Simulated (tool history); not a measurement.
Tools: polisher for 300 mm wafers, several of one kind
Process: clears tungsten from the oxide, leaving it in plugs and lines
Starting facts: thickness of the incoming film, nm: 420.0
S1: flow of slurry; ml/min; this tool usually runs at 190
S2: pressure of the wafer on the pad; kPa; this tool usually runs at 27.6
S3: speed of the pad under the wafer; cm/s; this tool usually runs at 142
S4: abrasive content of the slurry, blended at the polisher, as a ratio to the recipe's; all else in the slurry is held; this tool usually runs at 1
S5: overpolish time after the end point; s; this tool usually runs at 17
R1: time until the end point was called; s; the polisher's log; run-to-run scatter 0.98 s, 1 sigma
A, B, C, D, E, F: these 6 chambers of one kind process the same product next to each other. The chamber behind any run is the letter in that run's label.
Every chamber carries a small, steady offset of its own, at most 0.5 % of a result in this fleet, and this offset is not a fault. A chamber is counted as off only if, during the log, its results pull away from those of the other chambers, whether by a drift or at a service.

Run 1F, hour 3.3: usual settings. Result: R1 58.802 s.
At hour 6: chamber C: worn pad replaced by a new one.
Run 2D, hour 9.9: usual settings. Result: R1 57.87 s.
Run 3C, hour 16.2: usual settings. Result: R1 55.245 s.
At hour 18.1: chamber B: slurry tank refilled with fresh slurry and peroxide.
Run 4A, hour 20.8: usual settings. Result: R1 56.413 s.
At hour 22.3: chamber B: worn pad replaced by a new one.
Run 5B, hour 25.4: usual settings. Result: R1 57.054 s.
Run 6E, hour 29: usual settings but S1 215 ml/min, S4 1.1. Result: R1 52.418 s.
At hour 29.2: chamber E: slurry nozzle cleaned.
At hour 30: chamber D: worn pad replaced by a new one.
Run 7E, hour 36.4: usual settings but S1 215 ml/min, S4 1.1. Result: R1 55.097 s.
Run 8D, hour 40.8: usual settings but S1 215 ml/min, S4 1.1. Result: R1 53.216 s.
Run 9B, hour 44.1: usual settings but S1 215 ml/min, S4 1.1. Result: R1 53.71 s.
Run 10C, hour 47.5: usual settings but S1 215 ml/min, S4 1.1. Result: R1 54.076 s.
Run 11F, hour 51.5: usual settings but S1 215 ml/min, S4 1.1. Result: R1 52.596 s.
At hour 51.9: chamber A: slurry blender recalibrated.
At hour 52.4: chamber E: slurry tank refilled with fresh slurry and peroxide.
Run 12A, hour 54.7: usual settings. Result: R1 56.607 s.
Run 13B, hour 59.4: usual settings. Result: R1 56.873 s.
Run 14A, hour 64.1: usual settings. Result: R1 56.736 s.
At hour 65.3: chamber A: head pressure recalibrated.
Run 15E, hour 68: usual settings. Result: R1 55.67 s.
Run 16F, hour 71.8: usual settings. Result: R1 54.304 s.
At hour 72.2: chamber C: slurry tank refilled with fresh slurry and peroxide.
At hour 74.2: chamber E: worn pad replaced by a new one.
At hour 77: chamber A: worn pad replaced by a new one.
Run 17D, hour 78.2: usual settings. Result: R1 55.652 s.
Run 18C, hour 85.1: usual settings. Result: R1 55.151 s.
Run 19C, hour 92.2: usual settings. Result: R1 53.705 s.
At hour 94.1: chamber A: slurry tank refilled with fresh slurry and peroxide.
Run 20D, hour 98.3: usual settings. Result: R1 55.75 s.
At hour 99: chamber E: slurry tank refilled with fresh slurry and peroxide.
At hour 99.2: chamber F: worn pad replaced by a new one.
At hour 101.9: chamber F: slurry blender recalibrated.
Run 21B, hour 104.6: usual settings. Result: R1 56.825 s.
At hour 105.8: chamber C: worn pad replaced by a new one.
Run 22F, hour 108: usual settings. Result: R1 54.773 s.
At hour 111.4: chamber D: slurry tank refilled with fresh slurry and peroxide.
At hour 114.1: chamber B: worn pad replaced by a new one.
Run 23E, hour 114.2: usual settings. Result: R1 55.421 s.
At hour 115.7: chamber B: slurry tank refilled with fresh slurry and peroxide.
Run 24A, hour 118.2: usual settings. Result: R1 62.365 s.
Run 25D, hour 122: usual settings. Result: R1 55.312 s.
At hour 125.6: chamber D: worn pad replaced by a new one.
Run 26C, hour 127: usual settings. Result: R1 57.767 s.
At hour 129: chamber D: slurry nozzle cleaned.
Run 27E, hour 133.8: usual settings. Result: R1 56.436 s.
Run 28A, hour 137.4: usual settings. Result: R1 60.424 s.
Run 29B, hour 141.8: usual settings. Result: R1 54.079 s.
At hour 143.1: chamber F: slurry tank refilled with fresh slurry and peroxide.
At hour 144.5: chamber E: slurry tank refilled with fresh slurry and peroxide.
Run 30F, hour 146.9: usual settings. Result: R1 56.094 s.
Run 31E, hour 150.1: usual settings. Result: R1 55.6 s.
Run 32F, hour 154.7: usual settings. Result: R1 56.871 s.
Run 33B, hour 159.6: usual settings. Result: R1 56.162 s.
At hour 162.7: chamber A: slurry blender recalibrated.
At hour 163: chamber E: worn pad replaced by a new one.
Run 34A, hour 164.5: usual settings but S5 12 s. Result: R1 60.229 s.
Run 35D, hour 169.3: usual settings but S5 12 s. Result: R1 55.876 s.
Run 36C, hour 173.9: usual settings but S5 12 s. Result: R1 55.701 s.
Run 37D, hour 177.7: usual settings but S5 12 s. Result: R1 55.703 s.
Run 38E, hour 183: usual settings but S5 12 s. Result: R1 55.506 s.
Run 39C, hour 190: usual settings but S5 12 s. Result: R1 56.007 s.
At hour 191.3: chamber F: worn pad replaced by a new one.
Run 40B, hour 194.3: usual settings but S2 21.4 kPa, S4 1.1. Result: R1 71.38 s.
Run 41F, hour 199.3: usual settings but S2 21.4 kPa, S4 1.1. Result: R1 69.629 s.
Run 42A, hour 203: usual settings but S2 21.4 kPa, S4 1.1. Result: R1 78.765 s.
At hour 204.9: chamber C: worn pad replaced by a new one.
Run 43D, hour 207.1: usual settings but S2 21.4 kPa, S4 1.1. Result: R1 71.583 s.
Run 44C, hour 214.5: usual settings but S2 21.4 kPa, S4 1.1. Result: R1 68.071 s.

For the next run the whole fleet of 6 chambers uses the same settings. Give each chamber's results:
Run 45A, hour 219.8: usual settings. Result: R1 ?.
Run 45B, hour 219.8: usual settings. Result: R1 ?.
Run 45C, hour 219.8: usual settings. Result: R1 ?.
Run 45D, hour 219.8: usual settings. Result: R1 ?.
Run 45E, hour 219.8: usual settings. Result: R1 ?.
Run 45F, hour 219.8: usual settings. Result: R1 ?.

run      R1
45A  63.098
45B  56.017
45C  54.838
45D  57.597
45E  56.118
45F  55.904

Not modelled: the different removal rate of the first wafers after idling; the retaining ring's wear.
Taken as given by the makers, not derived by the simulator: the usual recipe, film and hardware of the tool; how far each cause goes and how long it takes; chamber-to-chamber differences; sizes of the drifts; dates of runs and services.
